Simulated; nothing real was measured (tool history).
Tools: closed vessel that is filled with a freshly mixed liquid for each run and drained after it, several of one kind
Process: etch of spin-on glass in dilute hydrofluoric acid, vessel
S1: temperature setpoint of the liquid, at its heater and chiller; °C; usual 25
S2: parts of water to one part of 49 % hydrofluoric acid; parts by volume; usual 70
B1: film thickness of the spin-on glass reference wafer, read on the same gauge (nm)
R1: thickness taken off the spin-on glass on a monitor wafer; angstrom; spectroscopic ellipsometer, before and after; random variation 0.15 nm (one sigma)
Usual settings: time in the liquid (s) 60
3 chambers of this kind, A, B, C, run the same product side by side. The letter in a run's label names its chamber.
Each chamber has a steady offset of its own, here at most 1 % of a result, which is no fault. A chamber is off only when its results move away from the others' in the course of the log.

Run 1B, hour 13.6: usual settings; B1 59.994. Result: R1 207.3 angstrom.
Run 2C, hour 20.7: usual settings; B1 59.998. Result: R1 211.95 angstrom.
Run 3A, hour 29.4: usual settings; B1 60.015. Result: R1 206.73 angstrom.
Run 4A, hour 37.6: usual settings; B1 60.001. Result: R1 208.51 angstrom.
Run 5B, hour 53.4: usual settings; B1 59.997. Result: R1 204.83 angstrom.
Run 6C, hour 66.8: usual settings; B1 60.013. Result: R1 209.19 angstrom.
Run 7A, hour 79.6: usual settings; B1 60.013. Result: R1 209.33 angstrom.
Run 8C, hour 90.5: usual settings; B1 59.987. Result: R1 210.49 angstrom.
Run 9B, hour 101.9: usual settings; B1 59.976. Result: R1 204.77 angstrom.
Run 10C, hour 110.9: usual settings; B1 59.991. Result: R1 207.74 angstrom.
Run 11B, hour 121.7: usual settings but S1 21 °C; B1 59.995. Result: R1 176.65 angstrom.
Run 12A, hour 131.5: usual settings but S1 21 °C; B1 59.984. Result: R1 178.15 angstrom.
Run 13C, hour 146.2: usual settings but S1 21 °C; B1 60.027. Result: R1 175.05 angstrom.
Run 14B, hour 160.4: usual settings; B1 59.997. Result: R1 209.11 angstrom.
Run 15A, hour 175.6: usual settings; B1 59.992. Result: R1 207.76 angstrom.
Run 16C, hour 183.7: usual settings; B1 60.03. Result: R1 209.97 angstrom.
Run 17A, hour 199.7: usual settings; B1 60.001. Result: R1 208.51 angstrom.
Run 18B, hour 211.6: usual settings; B1 60.001. Result: R1 203.33 angstrom.
Run 19B, hour 222.1: usual settings; B1 59.999. Result: R1 205.84 angstrom.
Run 20C, hour 229.5: usual settings; B1 59.979. Result: R1 210.13 angstrom.
Run 21A, hour 243.5: usual settings; B1 59.989. Result: R1 205.84 angstrom.
Run 22B, hour 254.8: usual settings; B1 60.038. Result: R1 203.14 angstrom.
Run 23C, hour 267.3: usual settings; B1 59.999. Result: R1 207.66 angstrom.
Run 24A, hour 276: usual settings; B1 60.014. Result: R1 207.54 angstrom.
Run 25B, hour 283.2: usual settings; B1 59.997. Result: R1 200.2 angstrom.
Run 26A, hour 294.1: usual settings; B1 60.013. Result: R1 204.96 angstrom.
Run 27C, hour 302.8: usual settings; B1 59.975. Result: R1 208.36 angstrom.
Run 28C, hour 316.7: usual settings; B1 59.987. Result: R1 207.79 angstrom.
Run 29A, hour 327.7: usual settings; B1 59.974. Result: R1 208.43 angstrom.
Run 30B, hour 340.2: usual settings but S2 60 parts by volume, time in the liquid (s) 30; B1 60.012. Result: R1 118.17 angstrom.
Run 31A, hour 349.2: usual settings but S2 60 parts by volume, time in the liquid (s) 30; B1 59.982. Result: R1 122.76 angstrom.
Run 32C, hour 363.6: usual settings but S2 60 parts by volume, time in the liquid (s) 30; B1 59.979. Result: R1 121.13 angstrom.
Run 33B, hour 372.6: usual settings; B1 59.998. Result: R1 195.05 angstrom.
Run 34C, hour 381.4: usual settings; B1 59.979. Result: R1 204.19 angstrom.
Run 35B, hour 389.9: usual settings; B1 59.991. Result: R1 196.82 angstrom.
Run 36A, hour 402.5: usual settings; B1 60.032. Result: R1 210.13 angstrom.
Run 37C, hour 409.9: usual settings; B1 59.961. Result: R1 208.08 angstrom.
Run 38B, hour 424.5: usual settings; B1 59.976. Result: R1 194.83 angstrom.
Run 39A, hour 438.4: usual settings; B1 59.997. Result: R1 206.63 angstrom.
Run 40C, hour 449.9: usual settings; B1 60.007. Result: R1 206.84 angstrom.
Run 41B, hour 463.4: usual settings but S1 29 °C; B1 60.003. Result: R1 226.14 angstrom.
Run 42A, hour 474.4: usual settings but S1 29 °C; B1 60.006. Result: R1 240.02 angstrom.

Next, every chamber runs the same settings. What will each give?
Run 43A, hour 485.9: usual settings. Result: R1 ?.
Run 43B, hour 485.9: usual settings. Result: R1 ?.
Run 43C, hour 485.9: usual settings. Result: R1 ?.

run      R1
43A  207.82
43B  192.35
43C  206.18
